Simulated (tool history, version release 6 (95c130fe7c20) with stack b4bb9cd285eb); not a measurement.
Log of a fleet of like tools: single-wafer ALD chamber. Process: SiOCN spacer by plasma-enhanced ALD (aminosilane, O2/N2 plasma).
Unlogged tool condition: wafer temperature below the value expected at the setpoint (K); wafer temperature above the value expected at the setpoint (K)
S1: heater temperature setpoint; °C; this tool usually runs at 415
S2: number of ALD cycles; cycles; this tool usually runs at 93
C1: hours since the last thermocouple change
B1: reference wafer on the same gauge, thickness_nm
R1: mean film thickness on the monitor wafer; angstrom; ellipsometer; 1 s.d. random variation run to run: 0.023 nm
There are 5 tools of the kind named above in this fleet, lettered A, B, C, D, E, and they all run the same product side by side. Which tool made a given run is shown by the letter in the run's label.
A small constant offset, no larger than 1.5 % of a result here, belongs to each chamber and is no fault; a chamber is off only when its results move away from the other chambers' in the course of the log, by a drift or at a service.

run,day,S1,S2,C1,B1,R1
1A,0.529,415,93,608.3,4.9309,54.437
2B,0.9,415,93,360.7,4.9301,54.089
3D,1.229,415,93,1067.4,4.9288,53.244
4C,1.712,415,93,1006.2,4.9285,54
5E,2.217,407,78,579.5,4.933,46.135
6E,2.746,407,78,592.2,4.9352,46.207
7B,3.262,407,78,417.4,4.9264,46.402
8A,3.633,407,78,682.8,4.9275,46.311
9C,4.075,407,78,1062.9,4.9281,46.757
10D,4.575,415,93,1147.7,4.9291,53.418
11E,5.1,415,93,648.7,4.9265,53.831
12A,5.575,415,93,729.4,4.9302,53.692
13D,5.946,420,76,1180.6,4.9299,43.118
14C,6.454,420,76,1120,4.9341,43.604
15B,6.721,420,76,500.4,4.9321,43.726
16E,7.154,420,76,698,4.9376,43.221
17A,7.454,420,76,774.5,4.9314,43.182
18C,7.954,415,93,1156,4.9343,54.216
19B,8.429,429,85,541.4,4.9274,47.125
20D,8.808,429,85,1249.3,4.923,46.764
21D,9.262,429,85,1260.2,4.9291,46.901
# day 9.638: chamber C: thermocouple changed; heater temperature recalibrated
22E,9.8,429,85,761.5,4.9319,46.961
23A,10.058,429,85,837,4.9319,47.257
24B,10.55,415,93,592.3,4.9328,53.987
25C,10.829,415,93,28.6,4.9279,54.116
26C,11.138,415,93,36,4.9315,53.96
27B,11.7,415,93,619.9,4.9316,53.834
28E,12.25,415,93,820.3,4.9267,53.931
29A,12.546,415,93,896.7,4.9268,53.917
30D,13.062,415,93,1351.4,4.9277,53.245
31B,13.354,415,93,659.6,4.932,53.874
32C,13.633,415,93,95.9,4.9332,53.811
33A,14.188,415,93,936.1,4.9298,53.602
34D,14.521,428,83,1386.4,4.9314,45.554
35E,14.921,428,83,884.4,4.9286,45.896
36A,15.371,428,83,964.5,4.9308,46.133
37D,15.912,428,83,1419.8,4.9351,45.838
38E,16.238,428,83,916,4.9336,45.867
39B,16.596,415,93,737.4,4.9272,53.964
40C,16.921,415,93,174.8,4.9302,53.957
41E,17.442,415,93,944.9,4.9277,53.239

The same settings go to every chamber for the next run, one line per chamber below. Forecast the results for each:
42A,17.842,415,104,,,?
42B,17.842,415,104,,,?
42C,17.842,415,104,,,?
42D,17.842,415,104,,,?
42E,17.842,415,104,,,?

run,R1
42A,60.279
42B,60.21
42C,60.053
42D,59.064
42E,59.899
